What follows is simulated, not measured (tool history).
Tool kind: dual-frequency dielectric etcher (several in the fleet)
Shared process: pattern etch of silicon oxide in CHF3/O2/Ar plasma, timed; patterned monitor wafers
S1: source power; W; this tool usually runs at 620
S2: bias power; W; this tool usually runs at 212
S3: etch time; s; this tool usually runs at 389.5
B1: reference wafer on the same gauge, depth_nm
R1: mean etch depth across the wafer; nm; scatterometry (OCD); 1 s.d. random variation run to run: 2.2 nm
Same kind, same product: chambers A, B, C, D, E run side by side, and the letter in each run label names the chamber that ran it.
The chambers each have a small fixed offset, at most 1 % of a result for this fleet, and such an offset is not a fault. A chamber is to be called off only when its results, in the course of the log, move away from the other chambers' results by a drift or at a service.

{"run": "1C", "day": 0.275, "S1": 620, "S2": 212, "S3": 389.5, "B1": 976.28, "R1": 821.54}
{"run": "2A", "day": 0.825, "S1": 620, "S2": 212, "S3": 389.5, "B1": 975.4, "R1": 823.18}
{"run": "3E", "day": 1.292, "S1": 620, "S2": 212, "S3": 389.5, "B1": 976.24, "R1": 829.07}
{"run": "4D", "day": 1.683, "S1": 620, "S2": 212, "S3": 389.5, "B1": 975.81, "R1": 831.34}
{"run": "5B", "day": 2.038, "S1": 620, "S2": 212, "S3": 389.5, "B1": 975.88, "R1": 826.18}
{"run": "6D", "day": 2.371, "S1": 620, "S2": 212, "S3": 389.5, "B1": 977.08, "R1": 830.63}
{"run": "7A", "day": 2.925, "S1": 620, "S2": 212, "S3": 389.5, "B1": 976.54, "R1": 823.87}
{"run": "8E", "day": 3.438, "S1": 620, "S2": 212, "S3": 389.5, "B1": 976.11, "R1": 829.37}
{"run": "9C", "day": 3.883, "S1": 620, "S2": 212, "S3": 389.5, "B1": 975.12, "R1": 824.53}
{"run": "10B", "day": 4.412, "S1": 620, "S2": 212, "S3": 389.5, "B1": 975.41, "R1": 834.47}
{"run": "11D", "day": 4.825, "S1": 620, "S2": 212, "S3": 389.5, "B1": 975.56, "R1": 829.12}
{"run": "12B", "day": 5.121, "S1": 620, "S2": 212, "S3": 389.5, "B1": 975.88, "R1": 830.57}
{"run": "13C", "day": 5.496, "S1": 740, "S2": 178, "S3": 389.5, "B1": 975.95, "R1": 834.96}
{"day": 5.588, "done": "chamber A: wet clean of the chamber"}
{"run": "14A", "day": 6.008, "S1": 740, "S2": 178, "S3": 389.5, "B1": 976.37, "R1": 828.96}
{"run": "15E", "day": 6.5, "S1": 740, "S2": 178, "S3": 389.5, "B1": 975.83, "R1": 835.09}
{"day": 6.554, "done": "chamber B: source power generator calibrated"}
{"run": "16D", "day": 6.946, "S1": 740, "S2": 178, "S3": 389.5, "B1": 975.93, "R1": 838.46}
{"run": "17C", "day": 7.204, "S1": 740, "S2": 178, "S3": 389.5, "B1": 976.39, "R1": 829.37}
{"run": "18E", "day": 7.479, "S1": 620, "S2": 212, "S3": 389.5, "B1": 976.09, "R1": 825.68}
{"run": "19B", "day": 7.979, "S1": 620, "S2": 212, "S3": 389.5, "B1": 976.45, "R1": 832.04}
{"run": "20A", "day": 8.479, "S1": 550, "S2": 246, "S3": 389.5, "B1": 975.49, "R1": 832.38}
{"run": "21D", "day": 8.975, "S1": 550, "S2": 246, "S3": 389.5, "B1": 976.09, "R1": 834.01}
{"run": "22B", "day": 9.496, "S1": 550, "S2": 246, "S3": 389.5, "B1": 975.49, "R1": 845.26}
{"run": "23A", "day": 9.8, "S1": 550, "S2": 246, "S3": 389.5, "B1": 976.28, "R1": 828.33}
{"run": "24C", "day": 10.058, "S1": 550, "S2": 246, "S3": 389.5, "B1": 975.74, "R1": 825.81}
{"run": "25E", "day": 10.492, "S1": 620, "S2": 212, "S3": 389.5, "B1": 976.41, "R1": 825.67}
{"day": 10.675, "done": "chamber D: source power generator calibrated"}
{"run": "26C", "day": 10.9, "S1": 620, "S2": 212, "S3": 389.5, "B1": 976.15, "R1": 817.46}
{"day": 10.967, "done": "chamber E: wet clean of the chamber"}
{"run": "27A", "day": 11.196, "S1": 620, "S2": 212, "S3": 389.5, "B1": 976.32, "R1": 821.6}
{"run": "28B", "day": 11.733, "S1": 620, "S2": 212, "S3": 389.5, "B1": 976.17, "R1": 843.92}
{"run": "29E", "day": 12.071, "S1": 620, "S2": 237, "S3": 286.5, "B1": 975.98, "R1": 629.65}
{"run": "30D", "day": 12.554, "S1": 620, "S2": 237, "S3": 286.5, "B1": 975.78, "R1": 637.32}
{"run": "31D", "day": 12.817, "S1": 620, "S2": 237, "S3": 286.5, "B1": 976.08, "R1": 632.93}
{"run": "32B", "day": 13.258, "S1": 620, "S2": 237, "S3": 286.5, "B1": 975.54, "R1": 643.19}
{"run": "33C", "day": 13.762, "S1": 620, "S2": 237, "S3": 286.5, "B1": 976.1, "R1": 629.29}

Predict what each chamber gives when all 5 of them run the settings below next.
{"run": "34A", "day": 14.158, "S1": 620, "S2": 212, "S3": 389.5, "R1": "?"}
{"run": "34B", "day": 14.158, "S1": 620, "S2": 212, "S3": 389.5, "R1": "?"}
{"run": "34C", "day": 14.158, "S1": 620, "S2": 212, "S3": 389.5, "R1": "?"}
{"run": "34D", "day": 14.158, "S1": 620, "S2": 212, "S3": 389.5, "R1": "?"}
{"run": "34E", "day": 14.158, "S1": 620, "S2": 212, "S3": 389.5, "R1": "?"}

run=34A R1=823.07
run=34B R1=839.76
run=34C R1=823.12
run=34D R1=832.98
run=34E R1=829.31
